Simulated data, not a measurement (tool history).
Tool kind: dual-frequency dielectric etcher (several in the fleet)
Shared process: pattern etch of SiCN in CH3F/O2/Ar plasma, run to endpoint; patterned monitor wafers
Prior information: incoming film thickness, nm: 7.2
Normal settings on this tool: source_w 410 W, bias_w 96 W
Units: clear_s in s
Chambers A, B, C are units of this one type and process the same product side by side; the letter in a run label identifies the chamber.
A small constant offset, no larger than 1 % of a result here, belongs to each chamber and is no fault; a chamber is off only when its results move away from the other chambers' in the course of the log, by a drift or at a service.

{"run": "1A", "day": 0.3, "source_w": 410, "bias_w": 96, "clear_s": 17.087}
{"run": "2C", "day": 0.629, "source_w": 410, "bias_w": 96, "clear_s": 17.007}
{"run": "3B", "day": 0.938, "source_w": 410, "bias_w": 96, "clear_s": 17.319}
{"run": "4A", "day": 1.312, "source_w": 410, "bias_w": 96, "clear_s": 17.154}
{"run": "5C", "day": 1.517, "source_w": 410, "bias_w": 96, "clear_s": 17.023}
{"run": "6B", "day": 1.729, "source_w": 450, "bias_w": 96, "clear_s": 16.56}
{"run": "7C", "day": 1.975, "source_w": 450, "bias_w": 96, "clear_s": 16.477}
{"run": "8B", "day": 2.171, "source_w": 450, "bias_w": 96, "clear_s": 16.608}
{"run": "9A", "day": 2.529, "source_w": 410, "bias_w": 96, "clear_s": 17.205}
{"run": "10C", "day": 2.821, "source_w": 410, "bias_w": 96, "clear_s": 17.008}
{"run": "11B", "day": 3.254, "source_w": 410, "bias_w": 96, "clear_s": 17.3}
{"run": "12A", "day": 3.462, "source_w": 410, "bias_w": 96, "clear_s": 17.161}
{"run": "13A", "day": 3.679, "source_w": 410, "bias_w": 96, "clear_s": 17.132}
{"run": "14B", "day": 3.95, "source_w": 410, "bias_w": 96, "clear_s": 17.227}
{"run": "15C", "day": 4.321, "source_w": 410, "bias_w": 96, "clear_s": 16.884}
{"run": "16A", "day": 4.65, "source_w": 410, "bias_w": 96, "clear_s": 17.188}
{"run": "17B", "day": 4.879, "source_w": 360, "bias_w": 80, "clear_s": 19.271}
{"run": "18C", "day": 5.208, "source_w": 360, "bias_w": 80, "clear_s": 18.731}
{"run": "19B", "day": 5.496, "source_w": 360, "bias_w": 80, "clear_s": 19.4}
{"run": "20A", "day": 5.812, "source_w": 410, "bias_w": 96, "clear_s": 17.195}
{"run": "21C", "day": 6.004, "source_w": 410, "bias_w": 96, "clear_s": 16.685}
{"run": "22C", "day": 6.429, "source_w": 470, "bias_w": 116, "clear_s": 14.803}
{"run": "23A", "day": 6.792, "source_w": 470, "bias_w": 116, "clear_s": 15.17}
{"run": "24B", "day": 6.988, "source_w": 470, "bias_w": 116, "clear_s": 15.128}
{"run": "25B", "day": 7.25, "source_w": 510, "bias_w": 119, "clear_s": 14.687}
{"run": "26C", "day": 7.604, "source_w": 510, "bias_w": 119, "clear_s": 14.091}
{"day": 7.917, "done": "chamber B: wet clean of the chamber"}
{"run": "27A", "day": 8.0, "source_w": 510, "bias_w": 119, "clear_s": 14.617}
{"run": "28A", "day": 8.192, "source_w": 410, "bias_w": 96, "clear_s": 17.165}
{"run": "29B", "day": 8.438, "source_w": 410, "bias_w": 96, "clear_s": 17.312}
{"run": "30C", "day": 8.742, "source_w": 410, "bias_w": 96, "clear_s": 16.43}
{"run": "31A", "day": 9.104, "source_w": 410, "bias_w": 96, "clear_s": 17.023}
{"run": "32C", "day": 9.3, "source_w": 410, "bias_w": 96, "clear_s": 16.514}

Is one chamber off against the others, does the gauge drift, or is nothing wrong? If a chamber is off, say which, and what the likeliest cause is.

Chamber C drifts away from the others.
Likeliest cause: etch rate over this chamber's usual, % = 4.

Chamber C could run next with any of the 4 candidate recipes listed below; each alters the usual settings, and their results appear as question marks. Which one brings its results back in line with what the other chambers deliver on the usual settings?
Counts as in line when no further than this from what the other chambers average on the usual settings: clear_s 0.21 s
{"run": "33C-1", "day": 9.612, "source_w": 380, "bias_w": 96, "clear_s": "?"}
{"run": "33C-2", "day": 9.612, "source_w": 410, "bias_w": 108, "clear_s": "?"}
{"run": "33C-3", "day": 9.612, "source_w": 380, "bias_w": 90, "clear_s": "?"}
{"run": "33C-4", "day": 9.612, "source_w": 410, "bias_w": 102, "clear_s": "?"}

The other chambers' mean on the usual settings: clear_s 17.191 s
run=33C-1 clear_s=16.861
run=33C-2 clear_s=15.699
run=33C-3 clear_s=17.266
run=33C-4 clear_s=16.038
33C-3 puts the chamber back in line with the other chambers.
